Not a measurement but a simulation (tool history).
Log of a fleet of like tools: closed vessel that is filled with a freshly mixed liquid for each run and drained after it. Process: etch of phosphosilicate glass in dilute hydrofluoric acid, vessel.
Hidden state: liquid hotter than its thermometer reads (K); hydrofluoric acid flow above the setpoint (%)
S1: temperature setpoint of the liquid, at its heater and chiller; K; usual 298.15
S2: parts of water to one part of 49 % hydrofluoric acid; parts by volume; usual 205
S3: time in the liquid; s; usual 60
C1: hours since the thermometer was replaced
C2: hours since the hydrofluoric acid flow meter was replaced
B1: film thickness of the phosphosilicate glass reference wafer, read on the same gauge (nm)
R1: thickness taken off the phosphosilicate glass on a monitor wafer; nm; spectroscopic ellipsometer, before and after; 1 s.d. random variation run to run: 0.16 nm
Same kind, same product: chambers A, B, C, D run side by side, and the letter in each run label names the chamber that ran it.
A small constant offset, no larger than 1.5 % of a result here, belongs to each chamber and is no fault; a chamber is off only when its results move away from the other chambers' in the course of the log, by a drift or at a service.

{"run": "1A", "hour": 6.5, "S1": 298.15, "S2": 205, "S3": 60, "C1": 1286.7, "C2": 790.6, "B1": 80.032, "R1": 16.628}
{"run": "2B", "hour": 15.5, "S1": 298.15, "S2": 205, "S3": 60, "C1": 313.2, "C2": 361.9, "B1": 79.957, "R1": 16.313}
{"run": "3D", "hour": 23.0, "S1": 298.15, "S2": 205, "S3": 60, "C1": 1496, "C2": 1150.8, "B1": 80.063, "R1": 16.166}
{"hour": 26.0, "done": "chamber A: hydrofluoric acid flow meter replaced"}
{"run": "4C", "hour": 31.4, "S1": 298.15, "S2": 205, "S3": 60, "C1": 349.9, "C2": 246.7, "B1": 80.047, "R1": 16.143}
{"run": "5D", "hour": 37.2, "S1": 298.15, "S2": 265, "S3": 90, "C1": 1510.2, "C2": 1165, "B1": 79.992, "R1": 17.503}
{"run": "6B", "hour": 42.8, "S1": 298.15, "S2": 265, "S3": 90, "C1": 340.5, "C2": 389.2, "B1": 80.005, "R1": 17.876}
{"run": "7C", "hour": 52.3, "S1": 298.15, "S2": 265, "S3": 90, "C1": 370.8, "C2": 267.6, "B1": 80.01, "R1": 17.781}
{"run": "8A", "hour": 60.1, "S1": 298.15, "S2": 265, "S3": 90, "C1": 1340.3, "C2": 34.1, "B1": 80.003, "R1": 17.762}
{"run": "9B", "hour": 66.1, "S1": 302.65, "S2": 205, "S3": 60, "C1": 363.8, "C2": 412.5, "B1": 80.007, "R1": 19.066}
{"run": "10C", "hour": 73.9, "S1": 302.65, "S2": 205, "S3": 60, "C1": 392.4, "C2": 289.2, "B1": 79.979, "R1": 18.934}
{"run": "11D", "hour": 81.0, "S1": 302.65, "S2": 205, "S3": 60, "C1": 1554, "C2": 1208.8, "B1": 80.012, "R1": 18.618}
{"run": "12A", "hour": 89.5, "S1": 302.65, "S2": 205, "S3": 60, "C1": 1369.7, "C2": 63.5, "B1": 79.975, "R1": 18.9}
{"run": "13D", "hour": 95.8, "S1": 298.15, "S2": 205, "S3": 60, "C1": 1568.8, "C2": 1223.6, "B1": 80.032, "R1": 15.981}
{"run": "14B", "hour": 104.8, "S1": 298.15, "S2": 205, "S3": 60, "C1": 402.5, "C2": 451.2, "B1": 80.014, "R1": 16.202}
{"run": "15C", "hour": 114.0, "S1": 298.15, "S2": 205, "S3": 60, "C1": 432.5, "C2": 329.3, "B1": 79.961, "R1": 16.193}
{"run": "16A", "hour": 121.9, "S1": 298.15, "S2": 205, "S3": 60, "C1": 1402.1, "C2": 95.9, "B1": 80.026, "R1": 16.403}
{"run": "17C", "hour": 129.7, "S1": 298.15, "S2": 205, "S3": 60, "C1": 448.2, "C2": 345, "B1": 79.986, "R1": 16.455}
{"run": "18A", "hour": 138.0, "S1": 298.15, "S2": 160, "S3": 60, "C1": 1418.2, "C2": 112, "B1": 79.961, "R1": 21.918}
{"run": "19D", "hour": 143.1, "S1": 298.15, "S2": 160, "S3": 60, "C1": 1616.1, "C2": 1270.9, "B1": 79.971, "R1": 21.738}
{"run": "20B", "hour": 148.1, "S1": 298.15, "S2": 160, "S3": 60, "C1": 445.8, "C2": 494.5, "B1": 80.007, "R1": 22.369}
{"run": "21A", "hour": 154.3, "S1": 298.15, "S2": 160, "S3": 60, "C1": 1434.5, "C2": 128.3, "B1": 80.004, "R1": 22.257}
{"run": "22D", "hour": 159.0, "S1": 298.15, "S2": 205, "S3": 60, "C1": 1632, "C2": 1286.8, "B1": 79.996, "R1": 15.728}
{"run": "23C", "hour": 165.7, "S1": 298.15, "S2": 205, "S3": 60, "C1": 484.2, "C2": 381, "B1": 80.035, "R1": 16.391}
{"run": "24B", "hour": 174.8, "S1": 298.15, "S2": 205, "S3": 60, "C1": 472.5, "C2": 521.2, "B1": 80.01, "R1": 17.151}
{"run": "25A", "hour": 183.1, "S1": 298.15, "S2": 205, "S3": 60, "C1": 1463.3, "C2": 157.1, "B1": 79.999, "R1": 16.422}
{"run": "26B", "hour": 193.2, "S1": 298.15, "S2": 205, "S3": 60, "C1": 490.9, "C2": 539.6, "B1": 79.963, "R1": 17.141}
{"run": "27D", "hour": 197.8, "S1": 298.15, "S2": 205, "S3": 60, "C1": 1670.8, "C2": 1325.6, "B1": 79.965, "R1": 16.187}
{"run": "28C", "hour": 202.7, "S1": 298.15, "S2": 205, "S3": 60, "C1": 521.2, "C2": 418, "B1": 79.998, "R1": 16.24}
{"run": "29A", "hour": 211.7, "S1": 298.15, "S2": 205, "S3": 60, "C1": 1491.9, "C2": 185.7, "B1": 80.01, "R1": 16.223}
{"run": "30C", "hour": 217.2, "S1": 298.15, "S2": 205, "S3": 80, "C1": 535.7, "C2": 432.5, "B1": 80.013, "R1": 21.507}
{"run": "31B", "hour": 223.0, "S1": 298.15, "S2": 205, "S3": 80, "C1": 520.7, "C2": 569.4, "B1": 79.979, "R1": 23.115}
{"run": "32D", "hour": 232.7, "S1": 298.15, "S2": 205, "S3": 80, "C1": 1705.7, "C2": 1360.5, "B1": 80.009, "R1": 21.573}
{"run": "33A", "hour": 241.6, "S1": 298.15, "S2": 205, "S3": 80, "C1": 1521.8, "C2": 215.6, "B1": 80.036, "R1": 21.605}
{"run": "34B", "hour": 250.2, "S1": 298.15, "S2": 205, "S3": 60, "C1": 547.9, "C2": 596.6, "B1": 80.016, "R1": 17.384}
{"run": "35D", "hour": 256.5, "S1": 298.15, "S2": 205, "S3": 60, "C1": 1729.5, "C2": 1384.3, "B1": 79.954, "R1": 16.223}

All chambers now run identical settings, listed one chamber a line with results as question marks. What results will each chamber show?
{"run": "36A", "hour": 263.7, "S1": 298.15, "S2": 205, "S3": 60, "R1": "?"}
{"run": "36B", "hour": 263.7, "S1": 298.15, "S2": 205, "S3": 60, "R1": "?"}
{"run": "36C", "hour": 263.7, "S1": 298.15, "S2": 205, "S3": 60, "R1": "?"}
{"run": "36D", "hour": 263.7, "S1": 298.15, "S2": 205, "S3": 60, "R1": "?"}

run=36A R1=16.242
run=36B R1=17.722
run=36C R1=16.208
run=36D R1=16.128
